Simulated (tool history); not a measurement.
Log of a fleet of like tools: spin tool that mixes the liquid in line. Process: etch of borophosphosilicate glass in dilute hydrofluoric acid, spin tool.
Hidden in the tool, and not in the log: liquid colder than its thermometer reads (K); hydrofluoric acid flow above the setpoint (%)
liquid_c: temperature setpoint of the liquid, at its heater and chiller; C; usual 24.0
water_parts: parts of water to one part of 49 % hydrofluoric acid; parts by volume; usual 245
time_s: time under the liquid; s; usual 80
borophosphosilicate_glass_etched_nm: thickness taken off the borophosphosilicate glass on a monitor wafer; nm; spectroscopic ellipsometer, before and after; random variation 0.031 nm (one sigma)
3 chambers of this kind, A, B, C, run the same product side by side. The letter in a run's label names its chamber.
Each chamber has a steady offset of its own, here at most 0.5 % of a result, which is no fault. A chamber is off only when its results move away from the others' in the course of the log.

run	hour	liquid_c	water_parts	time_s	hours since the thermometer was replaced	hours since the hydrofluoric acid flow meter was replaced	read-back film thickness of the borophosphosilicate glass reference wafer, read on the same gauge (nm)	borophosphosilicate_glass_etched_nm
1A	8.9	24.0	245	80	165.7	1438.9	89.970	9.0538
2B	17.0	24.0	245	80	556.9	650.6	89.981	9.0114
3C	25.2	24.0	245	80	876.7	413.3	89.983	9.0758
4C	33.7	24.0	245	80	885.2	421.8	89.995	9.0447
5A	45.0	24.0	245	80	201.8	1475.0	89.985	9.0905
6B	52.8	24.0	245	80	592.7	686.4	90.021	9.0535
7B	61.9	24.0	245	80	601.8	695.5	90.000	9.0077
8C	74.1	24.0	245	80	925.6	462.2	89.990	9.1234
9A	82.1	24.0	245	80	238.9	1512.1	90.010	9.0465
10A	94.7	24.0	245	80	251.5	1524.7	90.016	9.0766
11C	110.4	24.0	245	80	961.9	498.5	89.972	9.1165
12B	122.0	24.0	245	80	661.9	755.6	90.015	9.0237
13C	135.0	24.0	245	80	986.5	523.1	89.999	9.0919
14A	144.4	24.0	245	80	301.2	1574.4	89.990	9.0754
15B	152.7	24.0	245	80	692.6	786.3	90.020	9.0782
16C	162.3	24.0	245	80	1013.8	550.4	89.977	9.0772
17A	171.7	24.0	245	80	328.5	1601.7	90.011	9.0548
18B	183.5	24.0	245	115	723.4	817.1	90.002	13.0460
19A	199.1	24.0	245	115	355.9	1629.1	90.028	13.1040
20B	207.2	24.0	245	115	747.1	840.8	90.007	12.9570
21C	214.6	24.0	245	80	1066.1	602.7	90.003	9.0550
22C	224.0	24.0	245	80	1075.5	612.1	89.996	9.1401
# hour 227.1: chamber B: thermometer replaced
# hour 231.0: chamber A: hydrofluoric acid flow meter replaced
23B	238.3	24.0	245	80	11.3	871.9	90.000	9.0867
24A	253.7	24.0	245	80	410.5	22.8	90.007	9.0870
25B	264.7	27.5	245	80	37.7	898.3	90.007	10.2300
26C	271.9	27.5	245	80	1123.4	660.0	90.018	10.2670
27A	283.6	27.5	245	80	440.4	52.7	90.003	10.2400

Next, every chamber runs the same settings. What will each give?
28A	295.3	24.0	245	80				?
28B	295.3	24.0	245	80				?
28C	295.3	24.0	245	80				?

run	borophosphosilicate_glass_etched_nm
28A	9.1416
28B	9.0647
28C	9.0495

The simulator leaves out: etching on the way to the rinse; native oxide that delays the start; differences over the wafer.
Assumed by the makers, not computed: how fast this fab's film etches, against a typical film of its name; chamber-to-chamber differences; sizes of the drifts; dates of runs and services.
